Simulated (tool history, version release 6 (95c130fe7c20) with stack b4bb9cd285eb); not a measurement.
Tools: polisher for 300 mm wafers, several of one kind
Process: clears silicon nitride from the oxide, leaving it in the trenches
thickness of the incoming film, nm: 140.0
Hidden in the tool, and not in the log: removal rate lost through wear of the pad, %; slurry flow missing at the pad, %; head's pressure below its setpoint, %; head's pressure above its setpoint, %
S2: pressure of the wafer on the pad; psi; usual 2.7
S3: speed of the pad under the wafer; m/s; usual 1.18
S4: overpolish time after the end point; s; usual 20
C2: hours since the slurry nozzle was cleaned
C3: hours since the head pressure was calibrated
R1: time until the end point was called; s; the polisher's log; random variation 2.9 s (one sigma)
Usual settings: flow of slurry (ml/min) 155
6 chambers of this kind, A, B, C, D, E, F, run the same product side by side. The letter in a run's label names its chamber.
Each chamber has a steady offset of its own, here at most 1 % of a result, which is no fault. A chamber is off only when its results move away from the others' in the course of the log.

Run 1D, hour 5.0: usual settings; wafers polished on this pad 66; C2 758.4; C3 1421.3. Result: R1 155.84 s.
Run 2E, hour 9.6: usual settings; wafers polished on this pad 826; C2 257.9; C3 1028.8. Result: R1 150.43 s.
Run 3A, hour 14.4: usual settings; wafers polished on this pad 574; C2 820.4; C3 300.1. Result: R1 158.20 s.
At hour 15.3: chamber E: head pressure recalibrated.
Run 4C, hour 21.7: usual settings; wafers polished on this pad 548; C2 194.2; C3 335.2. Result: R1 148.87 s.
Run 5F, hour 27.2: usual settings; wafers polished on this pad 593; C2 224.5; C3 69.8. Result: R1 147.82 s.
At hour 30.7: chamber D: head pressure recalibrated.
Run 6B, hour 31.7: usual settings; wafers polished on this pad 758; C2 487.7; C3 444.7. Result: R1 155.52 s.
At hour 34.8: chamber D: slurry nozzle cleaned.
Run 7D, hour 37.6: usual settings; wafers polished on this pad 333; C2 2.8; C3 6.9. Result: R1 152.57 s.
Run 8F, hour 42.3: usual settings; wafers polished on this pad 716; C2 239.6; C3 84.9. Result: R1 148.83 s.
At hour 42.4: chamber C: worn pad replaced by a new one.
Run 9B, hour 46.2: usual settings; wafers polished on this pad 877; C2 502.2; C3 459.2. Result: R1 148.68 s.
At hour 49.3: chamber E: worn pad replaced by a new one.
Run 10A, hour 49.9: usual settings; wafers polished on this pad 864; C2 855.9; C3 335.6. Result: R1 153.69 s.
Run 11E, hour 57.0: usual settings but S2 3.3 psi, S4 26 s; wafers polished on this pad 63; C2 305.3; C3 41.8. Result: R1 125.87 s.
Run 12C, hour 60.4: usual settings but S2 3.3 psi, S4 26 s; wafers polished on this pad 147; C2 232.9; C3 373.9. Result: R1 132.09 s.
At hour 65.1: chamber A: worn pad replaced by a new one.
Run 13F, hour 65.4: usual settings but S2 3.3 psi, S4 26 s; wafers polished on this pad 905; C2 262.7; C3 108.0. Result: R1 123.06 s.
Run 14D, hour 68.6: usual settings but S2 3.3 psi, S4 26 s; wafers polished on this pad 586; C2 33.8; C3 37.9. Result: R1 124.80 s.
At hour 70.5: chamber D: worn pad replaced by a new one.
Run 15C, hour 74.0: usual settings but S2 3.3 psi, S4 26 s; wafers polished on this pad 258; C2 246.5; C3 387.5. Result: R1 128.85 s.
At hour 75.0: chamber A: slurry nozzle cleaned.
Run 16A, hour 77.6: usual settings but S2 3.3 psi, S4 26 s; wafers polished on this pad 102; C2 2.6; C3 363.3. Result: R1 123.48 s.
Run 17B, hour 83.4: usual settings; wafers polished on this pad 1181; C2 539.4; C3 496.4. Result: R1 148.07 s.
At hour 86.3: chamber B: worn pad replaced by a new one.
Run 18E, hour 89.8: usual settings; wafers polished on this pad 331; C2 338.1; C3 74.6. Result: R1 152.28 s.
At hour 91.9: chamber F: worn pad replaced by a new one.
Run 19F, hour 94.0: usual settings; wafers polished on this pad 17; C2 291.3; C3 136.6. Result: R1 151.23 s.
Run 20D, hour 100.6: usual settings but flow of slurry (ml/min) 190, S4 11 s; wafers polished on this pad 246; C2 65.8; C3 69.9. Result: R1 149.76 s.
Run 21B, hour 104.2: usual settings but flow of slurry (ml/min) 190, S4 11 s; wafers polished on this pad 147; C2 560.2; C3 517.2. Result: R1 146.48 s.
Run 22E, hour 110.2: usual settings but flow of slurry (ml/min) 190, S4 11 s; wafers polished on this pad 498; C2 358.5; C3 95.0. Result: R1 147.45 s.
Run 23A, hour 115.3: usual settings but flow of slurry (ml/min) 190, S4 11 s; wafers polished on this pad 411; C2 40.3; C3 401.0. Result: R1 151.33 s.
Run 24C, hour 120.8: usual settings but flow of slurry (ml/min) 190, S4 11 s; wafers polished on this pad 640; C2 293.3; C3 434.3. Result: R1 149.15 s.
Run 25D, hour 127.3: usual settings but flow of slurry (ml/min) 190, S4 11 s; wafers polished on this pad 464; C2 92.5; C3 96.6. Result: R1 148.81 s.
Run 26F, hour 130.8: usual settings; wafers polished on this pad 318; C2 328.1; C3 173.4. Result: R1 158.20 s.
At hour 132.9: chamber C: worn pad replaced by a new one.
Run 27A, hour 135.7: usual settings; wafers polished on this pad 577; C2 60.7; C3 421.4. Result: R1 159.31 s.
At hour 138.9: chamber D: worn pad replaced by a new one.
Run 28B, hour 143.2: usual settings; wafers polished on this pad 465; C2 599.2; C3 556.2. Result: R1 156.03 s.
Run 29C, hour 150.4: usual settings; wafers polished on this pad 143; C2 322.9; C3 463.9. Result: R1 156.56 s.
Run 30E, hour 155.3: usual settings; wafers polished on this pad 866; C2 403.6; C3 140.1. Result: R1 147.12 s.
Run 31C, hour 161.1: usual settings; wafers polished on this pad 230; C2 333.6; C3 474.6. Result: R1 156.57 s.
Run 32D, hour 167.6: usual settings but S3 0.96 m/s, S4 15 s; wafers polished on this pad 234; C2 132.8; C3 136.9. Result: R1 189.62 s.
Run 33A, hour 174.3: usual settings but S3 0.96 m/s, S4 15 s; wafers polished on this pad 893; C2 99.3; C3 460.0. Result: R1 190.56 s.
Run 34B, hour 177.6: usual settings but S3 0.96 m/s, S4 15 s; wafers polished on this pad 746; C2 633.6; C3 590.6. Result: R1 183.64 s.
Run 35E, hour 183.8: usual settings but S3 0.96 m/s, S4 15 s; wafers polished on this pad 1099; C2 432.1; C3 168.6. Result: R1 193.95 s.
Run 36F, hour 190.2: usual settings but S3 0.96 m/s, S4 15 s; wafers polished on this pad 803; C2 387.5; C3 232.8. Result: R1 201.70 s.
Run 37B, hour 193.7: usual settings but S3 0.96 m/s, S4 15 s; wafers polished on this pad 878; C2 649.7; C3 606.7. Result: R1 183.96 s.
Run 38F, hour 198.8: usual settings; wafers polished on this pad 874; C2 396.1; C3 241.4. Result: R1 173.88 s.
Run 39C, hour 203.2: usual settings; wafers polished on this pad 574; C2 375.7; C3 516.7. Result: R1 157.52 s.

Next, every chamber runs the same settings. What will each give?
Run 40A, hour 208.5: usual settings. Result: R1 ?.
Run 40B, hour 208.5: usual settings. Result: R1 ?.
Run 40C, hour 208.5: usual settings. Result: R1 ?.
Run 40D, hour 208.5: usual settings. Result: R1 ?.
Run 40E, hour 208.5: usual settings. Result: R1 ?.
Run 40F, hour 208.5: usual settings. Result: R1 ?.

run      R1
40A  157.70
40B  152.24
40C  150.27
40D  154.60
40E  160.35
40F  169.78

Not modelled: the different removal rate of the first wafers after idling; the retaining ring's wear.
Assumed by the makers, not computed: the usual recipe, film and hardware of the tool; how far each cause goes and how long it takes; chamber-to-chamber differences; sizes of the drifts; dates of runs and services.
